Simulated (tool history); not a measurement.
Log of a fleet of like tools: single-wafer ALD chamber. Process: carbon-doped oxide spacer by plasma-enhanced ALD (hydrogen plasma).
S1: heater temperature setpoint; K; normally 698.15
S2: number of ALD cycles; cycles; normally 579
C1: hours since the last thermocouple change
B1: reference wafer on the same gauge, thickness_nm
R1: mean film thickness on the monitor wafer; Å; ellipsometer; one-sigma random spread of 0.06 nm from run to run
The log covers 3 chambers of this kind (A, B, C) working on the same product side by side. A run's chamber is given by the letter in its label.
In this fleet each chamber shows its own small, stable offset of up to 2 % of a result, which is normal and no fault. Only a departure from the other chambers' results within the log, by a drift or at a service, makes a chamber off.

run   hour      S1   S2      C1      B1      R1
 1C    9.1  698.15  579   347.1  21.995  263.71
 2A   16.6  698.15  579   941.4  22.008  265.65
 3B     27  698.15  579   357.8  22.003  265.51
 4B   33.4  698.15  579   364.2  21.994  265.08
 5A   43.9  698.15  579   968.7  21.998  266.28
 6C     54  698.15  579     392  22.006  263.86
 7B   59.8  698.15  579   390.6  22.009  264.82
 8A   66.4  698.15  579   991.2  21.991  267.66
 9C   74.4  698.15  579   412.4  21.983  263.47
10C   81.2  698.15  579   419.2  21.996  263.64
11A   89.8  698.15  579  1014.6  21.999  266.79
12B  100.1  698.15  579   430.9  21.994  265.44
13C  110.3  698.15  579   448.3  22.011  263.72
14A  120.1  698.15  579  1044.9  22.005  265.26
15B  131.1  698.15  579   461.9  21.994  264.75
16B    142  698.15  579   472.8  21.997   265.6
17C  149.5  698.15  579   487.5  21.982  263.45
18A  155.1  698.15  579  1079.9  21.996  266.05
19C  161.1  704.15  658   499.1      22  293.74
20B  172.1  704.15  658   502.9  21.999  295.81
21A  181.2  704.15  658    1106  21.991  297.21
22B  190.7  698.15  579   521.5  22.006  265.89
23C  201.4  698.15  579   539.4  22.009  263.45
24A  211.6  698.15  579  1136.4  21.996  266.56
25A  220.1  698.15  579  1144.9  22.001  265.96
26C  229.2  698.15  579   567.2  21.998  263.92
27B  234.2  698.15  579     565  22.001  265.08
28A  242.8  698.15  579  1167.6  22.011  266.04
29C  253.5  698.15  579   591.5  21.994  263.94
30B  264.5  698.15  579   595.3  21.998  264.79

Does one chamber stand apart from the rest, does the shared gauge drift, or is all well apart from small per-chamber offsets? Give the chamber and the most likely cause, where there is one.

No chamber is off and the gauge is stable; the differences are just each chamber's small, constant offset.
